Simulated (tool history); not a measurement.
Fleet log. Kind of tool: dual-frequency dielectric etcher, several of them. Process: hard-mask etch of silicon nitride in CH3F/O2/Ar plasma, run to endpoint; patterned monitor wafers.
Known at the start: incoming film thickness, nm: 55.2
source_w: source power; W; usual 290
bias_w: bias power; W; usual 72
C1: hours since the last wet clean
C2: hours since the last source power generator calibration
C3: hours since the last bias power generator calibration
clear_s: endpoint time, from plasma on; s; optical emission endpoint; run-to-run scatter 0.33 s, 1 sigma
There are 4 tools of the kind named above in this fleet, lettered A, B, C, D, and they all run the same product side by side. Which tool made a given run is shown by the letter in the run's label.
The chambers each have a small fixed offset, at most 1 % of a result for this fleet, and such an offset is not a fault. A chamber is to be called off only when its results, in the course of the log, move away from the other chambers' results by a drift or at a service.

Run 1C, hour 5.0: usual settings; C1 73.9; C2 1028.7; C3 4084.8. Result: clear_s 90.311 s.
Run 2D, hour 7.7: usual settings; C1 411.0; C2 1473.5; C3 2604.5. Result: clear_s 90.428 s.
Run 3A, hour 12.6: usual settings; C1 418.4; C2 3307.3; C3 1509.7. Result: clear_s 91.214 s.
Run 4B, hour 16.4: usual settings; C1 265.5; C2 181.5; C3 1451.4. Result: clear_s 89.288 s.
Run 5C, hour 19.3: usual settings; C1 88.2; C2 1043.0; C3 4099.1. Result: clear_s 91.214 s.
Run 6A, hour 22.2: usual settings; C1 428.0; C2 3316.9; C3 1519.3. Result: clear_s 91.114 s.
Run 7D, hour 27.6: usual settings but source_w 310 W; C1 430.9; C2 1493.4; C3 2624.4. Result: clear_s 88.431 s.
Run 8B, hour 32.6: usual settings but source_w 310 W; C1 281.7; C2 197.7; C3 1467.6. Result: clear_s 86.562 s.
Run 9D, hour 38.0: usual settings but source_w 310 W; C1 441.3; C2 1503.8; C3 2634.8. Result: clear_s 88.692 s.
Run 10C, hour 42.7: usual settings but source_w 310 W; C1 111.6; C2 1066.4; C3 4122.5. Result: clear_s 87.583 s.
Run 11B, hour 45.4: usual settings; C1 294.5; C2 210.5; C3 1480.4. Result: clear_s 88.547 s.
Run 12A, hour 50.6: usual settings; C1 456.4; C2 3345.3; C3 1547.7. Result: clear_s 92.072 s.
Run 13C, hour 53.8: usual settings; C1 122.7; C2 1077.5; C3 4133.6. Result: clear_s 90.258 s.
Run 14A, hour 56.8: usual settings; C1 462.6; C2 3351.5; C3 1553.9. Result: clear_s 91.900 s.
Run 15D, hour 62.1: usual settings; C1 465.4; C2 1527.9; C3 2658.9. Result: clear_s 91.012 s.
Run 16B, hour 65.1: usual settings but source_w 320 W, bias_w 86 W; C1 314.2; C2 230.2; C3 1500.1. Result: clear_s 80.893 s.
Run 17C, hour 68.1: usual settings but source_w 320 W, bias_w 86 W; C1 137.0; C2 1091.8; C3 4147.9. Result: clear_s 81.688 s.
Run 18D, hour 72.3: usual settings but source_w 320 W, bias_w 86 W; C1 475.6; C2 1538.1; C3 2669.1. Result: clear_s 82.502 s.
Run 19A, hour 75.6: usual settings but source_w 320 W, bias_w 86 W; C1 481.4; C2 3370.3; C3 1572.7. Result: clear_s 84.606 s.
Run 20B, hour 79.1: usual settings; C1 328.2; C2 244.2; C3 1514.1. Result: clear_s 88.837 s.
Run 21A, hour 83.7: usual settings but bias_w 85 W; C1 489.5; C2 3378.4; C3 1580.8. Result: clear_s 87.976 s.
Run 22B, hour 86.3: usual settings but bias_w 85 W; C1 335.4; C2 251.4; C3 1521.3. Result: clear_s 84.304 s.
Run 23C, hour 90.7: usual settings but bias_w 85 W; C1 159.6; C2 1114.4; C3 4170.5. Result: clear_s 86.051 s.
Run 24D, hour 94.6: usual settings but bias_w 85 W; C1 497.9; C2 1560.4; C3 2691.4. Result: clear_s 85.801 s.
Run 25D, hour 98.1: usual settings; C1 501.4; C2 1563.9; C3 2694.9. Result: clear_s 90.403 s.

All 4 chambers run these settings next. Forecast each chamber's results:
Run 26A, hour 102.2: usual settings. Result: clear_s ?.
Run 26B, hour 102.2: usual settings. Result: clear_s ?.
Run 26C, hour 102.2: usual settings. Result: clear_s ?.
Run 26D, hour 102.2: usual settings. Result: clear_s ?.

run  clear_s
26A   94.088
26B   89.555
26C   90.894
26D   90.820
